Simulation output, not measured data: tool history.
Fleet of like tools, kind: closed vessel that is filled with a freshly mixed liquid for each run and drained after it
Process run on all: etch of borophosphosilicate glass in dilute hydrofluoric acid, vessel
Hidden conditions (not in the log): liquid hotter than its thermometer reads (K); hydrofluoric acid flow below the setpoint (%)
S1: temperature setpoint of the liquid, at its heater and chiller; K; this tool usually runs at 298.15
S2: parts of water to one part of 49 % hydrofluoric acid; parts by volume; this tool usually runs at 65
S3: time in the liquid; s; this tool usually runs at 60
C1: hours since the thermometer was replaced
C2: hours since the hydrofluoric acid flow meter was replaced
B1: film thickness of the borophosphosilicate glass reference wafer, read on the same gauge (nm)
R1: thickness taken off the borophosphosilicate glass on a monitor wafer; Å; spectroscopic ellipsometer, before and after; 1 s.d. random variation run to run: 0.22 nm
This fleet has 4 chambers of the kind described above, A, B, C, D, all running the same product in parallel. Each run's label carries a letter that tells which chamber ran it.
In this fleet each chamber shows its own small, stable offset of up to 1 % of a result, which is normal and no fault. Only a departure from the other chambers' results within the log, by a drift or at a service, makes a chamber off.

run	hour	S1	S2	S3	C1	C2	B1	R1
1D	10.2	298.15	65	60	1256.8	1094.8	59.969	417.50
2C	19.2	298.15	65	60	315.8	1257.3	59.999	413.49
3B	32.1	298.15	65	60	1709.7	545.3	60.000	415.29
4A	41.7	298.15	65	60	701.7	1372.9	59.979	418.73
5D	50.1	298.15	65	60	1296.7	1134.7	60.001	413.14
6B	56.8	298.15	65	60	1734.4	570.0	60.012	416.90
7A	67.0	298.15	65	60	727.0	1398.2	60.001	414.04
8C	73.2	298.15	65	60	369.8	1311.3	59.997	409.05
9C	80.3	298.15	65	60	376.9	1318.4	59.999	413.86
10B	90.3	294.15	65	60	1767.9	603.5	60.009	353.09
11A	101.0	294.15	65	60	761.0	1432.2	60.006	354.10
12D	113.9	294.15	65	60	1360.5	1198.5	59.998	353.92
# hour 117.5: chamber B: thermometer replaced
13B	125.2	294.15	65	60	7.7	638.4	60.004	353.45
14A	133.5	298.15	65	60	793.5	1464.7	60.007	412.97
15D	143.1	298.15	65	60	1389.7	1227.7	59.981	422.35
16C	156.4	298.15	80	40	453.0	1394.5	60.001	217.87
17B	164.1	298.15	80	40	46.6	677.3	60.006	221.30
18A	173.5	298.15	80	40	833.5	1504.7	60.002	217.59
19D	182.4	298.15	80	40	1429.0	1267.0	59.990	228.38
20C	189.5	298.15	65	60	486.1	1427.6	60.003	416.57
21B	197.7	298.15	65	60	80.2	710.9	60.016	418.55
22A	209.3	294.15	65	60	869.3	1540.5	60.009	353.15
23D	222.3	294.15	65	60	1468.9	1306.9	60.009	368.32
24C	233.0	294.15	65	60	529.6	1471.1	59.986	346.41
# hour 238.6: chamber C: hydrofluoric acid flow meter replaced
25D	241.1	294.15	65	60	1487.7	1325.7	59.985	369.98
26C	250.1	298.15	65	60	546.7	11.6	59.995	414.19
27B	256.8	298.15	65	60	139.3	770.0	59.990	418.56
28A	262.9	298.15	65	60	922.9	1594.1	59.973	414.92
29C	271.2	298.15	65	45	567.8	32.7	59.986	309.52
# hour 276.8: chamber D: hydrofluoric acid flow meter replaced
30D	280.2	298.15	65	45	1526.8	3.5	59.968	327.66

The same settings go to every chamber for the next run, one line per chamber below. Forecast the results for each:
31A	289.7	301.65	65	60				?
31B	289.7	301.65	65	60				?
31C	289.7	301.65	65	60				?
31D	289.7	301.65	65	60				?

run	R1
31A	473.01
31B	479.05
31C	474.24
31D	505.22
